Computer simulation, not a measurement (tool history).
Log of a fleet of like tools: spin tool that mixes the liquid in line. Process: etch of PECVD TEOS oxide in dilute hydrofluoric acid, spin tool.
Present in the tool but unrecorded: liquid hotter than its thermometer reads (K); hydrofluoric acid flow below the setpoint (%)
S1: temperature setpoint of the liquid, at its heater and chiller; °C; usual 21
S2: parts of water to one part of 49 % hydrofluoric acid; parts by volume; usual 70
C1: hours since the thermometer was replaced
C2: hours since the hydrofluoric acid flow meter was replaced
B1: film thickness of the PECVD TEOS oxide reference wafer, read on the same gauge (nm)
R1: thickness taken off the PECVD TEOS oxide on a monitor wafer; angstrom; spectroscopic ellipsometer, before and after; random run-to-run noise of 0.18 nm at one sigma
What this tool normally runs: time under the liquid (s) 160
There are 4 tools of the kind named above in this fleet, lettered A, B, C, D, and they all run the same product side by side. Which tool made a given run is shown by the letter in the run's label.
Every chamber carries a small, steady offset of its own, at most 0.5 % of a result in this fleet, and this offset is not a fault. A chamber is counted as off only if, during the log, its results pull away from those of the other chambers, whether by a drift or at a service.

run 1A day=0.312 | S1=21 S2=70 time_under_the_liquid_(s)=160 | C1=266.9 C2=194.2 | B1=139.99 | R1=218.72
run 2B day=0.750 | S1=21 S2=70 time_under_the_liquid_(s)=160 | C1=1532.6 C2=127.8 | B1=140.01 | R1=220.73
run 3D day=1.112 | S1=21 S2=70 time_under_the_liquid_(s)=160 | C1=324.3 C2=654.8 | B1=140.01 | R1=217.99
run 4C day=1.512 | S1=21 S2=70 time_under_the_liquid_(s)=160 | C1=2015.7 C2=335.0 | B1=139.98 | R1=219.88
run 5B day=1.888 | S1=21 S2=70 time_under_the_liquid_(s)=160 | C1=1559.9 C2=155.1 | B1=140.01 | R1=216.08
run 6A day=2.200 | S1=21 S2=70 time_under_the_liquid_(s)=160 | C1=312.2 C2=239.5 | B1=140.02 | R1=218.31
run 7C day=2.467 | S1=21 S2=95 time_under_the_liquid_(s)=160 | C1=2038.6 C2=357.9 | B1=139.97 | R1=156.97
run 8D day=2.788 | S1=21 S2=95 time_under_the_liquid_(s)=160 | C1=364.5 C2=695.0 | B1=139.99 | R1=159.87
run 9B day=3.088 | S1=21 S2=95 time_under_the_liquid_(s)=160 | C1=1588.7 C2=183.9 | B1=139.98 | R1=156.10
run 10C day=3.533 | S1=21 S2=95 time_under_the_liquid_(s)=160 | C1=2064.2 C2=383.5 | B1=139.96 | R1=157.09
-- day=3.917 chamber C: thermometer replaced
run 11A day=4.000 | S1=21 S2=70 time_under_the_liquid_(s)=160 | C1=355.4 C2=282.7 | B1=139.93 | R1=219.83
run 12D day=4.296 | S1=21 S2=70 time_under_the_liquid_(s)=160 | C1=400.7 C2=731.2 | B1=140.00 | R1=224.06
run 13B day=4.538 | S1=21 S2=85 time_under_the_liquid_(s)=225 | C1=1623.5 C2=218.7 | B1=140.01 | R1=244.25
run 14D day=4.967 | S1=21 S2=85 time_under_the_liquid_(s)=225 | C1=416.8 C2=747.3 | B1=140.02 | R1=251.94
run 15C day=5.233 | S1=21 S2=85 time_under_the_liquid_(s)=225 | C1=31.6 C2=424.3 | B1=139.98 | R1=245.40
run 16A day=5.517 | S1=21 S2=85 time_under_the_liquid_(s)=225 | C1=391.8 C2=319.1 | B1=140.00 | R1=244.32
run 17D day=5.729 | S1=21 S2=70 time_under_the_liquid_(s)=160 | C1=435.1 C2=765.6 | B1=139.97 | R1=222.90
run 18A day=6.071 | S1=21 S2=70 time_under_the_liquid_(s)=160 | C1=405.1 C2=332.4 | B1=140.01 | R1=217.82
run 19B day=6.388 | S1=21 S2=70 time_under_the_liquid_(s)=160 | C1=1667.9 C2=263.1 | B1=139.97 | R1=218.79
run 20C day=6.721 | S1=21 S2=70 time_under_the_liquid_(s)=160 | C1=67.3 C2=460.0 | B1=140.00 | R1=218.72
-- day=6.896 chamber C: hydrofluoric acid flow meter replaced
-- day=6.967 chamber D: hydrofluoric acid flow meter replaced
run 21C day=7.046 | S1=21 S2=50 time_under_the_liquid_(s)=125 | C1=75.1 C2=3.6 | B1=140.00 | R1=245.33
run 22B day=7.433 | S1=21 S2=50 time_under_the_liquid_(s)=125 | C1=1693.0 C2=288.2 | B1=140.00 | R1=243.25
run 23A day=7.662 | S1=21 S2=50 time_under_the_liquid_(s)=125 | C1=443.3 C2=370.6 | B1=140.01 | R1=238.35
run 24D day=8.008 | S1=21 S2=50 time_under_the_liquid_(s)=125 | C1=489.8 C2=25.0 | B1=140.00 | R1=254.91
run 25A day=8.346 | S1=21 S2=70 time_under_the_liquid_(s)=160 | C1=459.7 C2=387.0 | B1=140.01 | R1=215.12
run 26B day=8.629 | S1=21 S2=70 time_under_the_liquid_(s)=160 | C1=1721.7 C2=316.9 | B1=140.00 | R1=216.44
run 27C day=8.983 | S1=21 S2=70 time_under_the_liquid_(s)=160 | C1=121.6 C2=50.1 | B1=140.03 | R1=219.62
run 28D day=9.212 | S1=21 S2=70 time_under_the_liquid_(s)=160 | C1=518.7 C2=53.9 | B1=140.03 | R1=231.25
run 29A day=9.604 | S1=21 S2=70 time_under_the_liquid_(s)=160 | C1=489.9 C2=417.2 | B1=139.98 | R1=216.59
run 30B day=10.004 | S1=21 S2=70 time_under_the_liquid_(s)=160 | C1=1754.7 C2=349.9 | B1=140.00 | R1=217.37
run 31C day=10.375 | S1=21 S2=70 time_under_the_liquid_(s)=160 | C1=155.0 C2=83.5 | B1=140.00 | R1=218.29
run 32D day=10.783 | S1=21 S2=70 time_under_the_liquid_(s)=160 | C1=556.4 C2=91.6 | B1=140.01 | R1=235.20
run 33D day=11.050 | S1=21 S2=70 time_under_the_liquid_(s)=160 | C1=562.8 C2=98.0 | B1=139.97 | R1=234.88
run 34C day=11.308 | S1=21 S2=70 time_under_the_liquid_(s)=160 | C1=177.4 C2=105.9 | B1=140.06 | R1=217.73

Read the log: is a single chamber off, either drifting away or since a service, is the gauge that measures every chamber drifting, or is nothing wrong beyond small per-chamber offsets? Name any odd chamber and what most likely caused it.

Chamber D drifts away from the others.
Likeliest cause: liquid hotter than its thermometer reads (K) = 1.91.

Which of the 4 candidates below, each the usual settings with something changed and its results left as question marks, puts chamber D back in line with what the other chambers give on the usual settings?
To be in line, a result may differ from the other chambers' mean on the usual settings by at most: R1 6.40 angstrom
run 35D-1 day=11.654 | S1=21 S2=75 time_under_the_liquid_(s)=160 | R1=?
run 35D-2 day=11.654 | S1=21 S2=70 time_under_the_liquid_(s)=165 | R1=?
run 35D-3 day=11.654 | S1=21 S2=70 time_under_the_liquid_(s)=175 | R1=?
run 35D-4 day=11.654 | S1=21 S2=70 time_under_the_liquid_(s)=155 | R1=?

The other chambers' mean on the usual settings: R1 217.69 angstrom
run=35D-1 R1=219.17
run=35D-2 R1=243.39
run=35D-3 R1=258.14
run=35D-4 R1=228.63
35D-1 is the one that brings the chamber's results back in line with the other chambers.
